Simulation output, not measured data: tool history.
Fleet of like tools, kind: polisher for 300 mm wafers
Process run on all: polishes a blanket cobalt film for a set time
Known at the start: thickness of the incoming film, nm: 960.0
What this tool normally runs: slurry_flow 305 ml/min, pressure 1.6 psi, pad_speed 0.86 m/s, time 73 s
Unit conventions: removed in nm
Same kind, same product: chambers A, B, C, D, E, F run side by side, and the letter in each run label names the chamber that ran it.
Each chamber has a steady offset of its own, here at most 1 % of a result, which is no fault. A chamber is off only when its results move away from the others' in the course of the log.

run	hour	slurry_flow	pressure	pad_speed	time	removed
# hour 3.3: chamber B: worn pad replaced by a new one
1F	9.1	305	1.6	0.86	73	252.94
2E	17.2	305	1.6	0.86	73	256.29
# hour 20.3: chamber B: slurry nozzle cleaned
3D	26.5	305	1.6	0.86	73	253.07
# hour 33.1: chamber B: head pressure recalibrated
4A	33.6	305	1.6	0.86	73	254.83
# hour 35.8: chamber A: worn pad replaced by a new one
5C	43.1	305	1.6	0.86	73	255.96
# hour 45.7: chamber C: worn pad replaced by a new one
6B	47.7	305	1.6	0.86	73	251.97
7F	54.5	305	1.6	0.86	73	251.24
# hour 56.8: chamber E: worn pad replaced by a new one
8E	59.7	305	1.6	0.86	73	255.53
9A	64.9	305	1.6	0.86	73	254.25
# hour 66.5: chamber B: worn pad replaced by a new one
10B	69.9	305	1.6	0.86	73	256.58
# hour 70.5: chamber F: worn pad replaced by a new one
11C	75.3	305	1.6	0.86	73	258.02
# hour 77.3: chamber D: worn pad replaced by a new one
12D	84.2	305	1.6	0.86	73	252.62
# hour 88: chamber A: worn pad replaced by a new one
# hour 89.4: chamber D: slurry nozzle cleaned
13B	92.8	305	1.6	0.86	73	250.08
14D	101.7	305	1.6	0.86	73	253.46
15E	109.4	305	1.6	0.86	73	258.14
16A	115.4	305	1.6	0.86	73	251.91
17F	119.7	305	1.6	0.86	73	252.82
# hour 128: chamber B: worn pad replaced by a new one
18C	128.8	305	1.6	0.86	73	256.05
# hour 132.6: chamber C: worn pad replaced by a new one
19E	134.9	305	1.6	0.86	73	253.49
20D	140.5	305	1.6	0.86	73	254.25
# hour 142.1: chamber A: worn pad replaced by a new one
# hour 143.6: chamber F: head pressure recalibrated
21A	144.9	305	1.6	0.86	73	254.52
# hour 152.4: chamber E: worn pad replaced by a new one
22C	153.1	305	1.6	0.86	73	256.29
# hour 155.3: chamber D: worn pad replaced by a new one
23B	162.7	305	1.6	0.86	73	256.22
24F	169.2	305	1.6	0.86	73	233.61
25E	177.6	305	1.2	0.86	61	161.97
# hour 181.5: chamber B: worn pad replaced by a new one
26D	184.1	305	1.2	0.86	61	158.74
27B	189.6	305	1.2	0.86	61	158.92
28C	195.1	305	1.2	0.86	61	159.35
# hour 197.3: chamber A: worn pad replaced by a new one
29F	200.5	305	1.2	0.86	61	145.69
30A	205	305	1.2	0.86	61	160.27
# hour 206.4: chamber F: worn pad replaced by a new one
31E	209.7	305	1.6	0.86	73	255.76
# hour 213.4: chamber B: slurry nozzle cleaned
32C	214.2	305	1.6	0.86	73	255.65
33D	219.7	305	1.6	0.86	73	254.45
34B	225.5	305	1.6	0.86	73	255.91
# hour 226.2: chamber C: worn pad replaced by a new one
# hour 228.7: chamber D: worn pad replaced by a new one
35A	232.1	305	1.6	1.1	73	327.96
36F	241.7	305	1.6	1.1	73	298.26
# hour 249.4: chamber A: worn pad replaced by a new one
37D	251.3	305	1.6	1.1	73	327.93
38A	257.8	305	1.6	1.1	73	324.06
39C	265.7	305	1.6	1.1	73	326.75

Which is it: a chamber that has drifted or been left off by a service, a gauge drift common to all chambers, or only each chamber's usual small offset? If a chamber is off, name it and its likeliest cause.

The work done on chamber F during a service left it standing apart from the others.
Likeliest cause: head's pressure below its setpoint, % = 7.22.

Which of the 4 candidates below, each the usual settings with something changed and its results left as question marks, puts chamber F back in line with what the other chambers give on the usual settings?
Counts as in line when no further than this from what the other chambers average on the usual settings: removed 5.8 nm
40F-1	272.7	305	1.6	0.94	73	?
40F-2	272.7	305	1.5	0.82	69	?
40F-3	272.7	305	1.6	1.02	73	?
40F-4	272.7	305	1.5	0.84	73	?

What the other chambers average on the usual settings: removed 254.22 nm
run	removed
40F-1	255.96
40F-2	197.3
40F-3	278.05
40F-4	213.91
40F-1 puts the chamber back in line with the other chambers.

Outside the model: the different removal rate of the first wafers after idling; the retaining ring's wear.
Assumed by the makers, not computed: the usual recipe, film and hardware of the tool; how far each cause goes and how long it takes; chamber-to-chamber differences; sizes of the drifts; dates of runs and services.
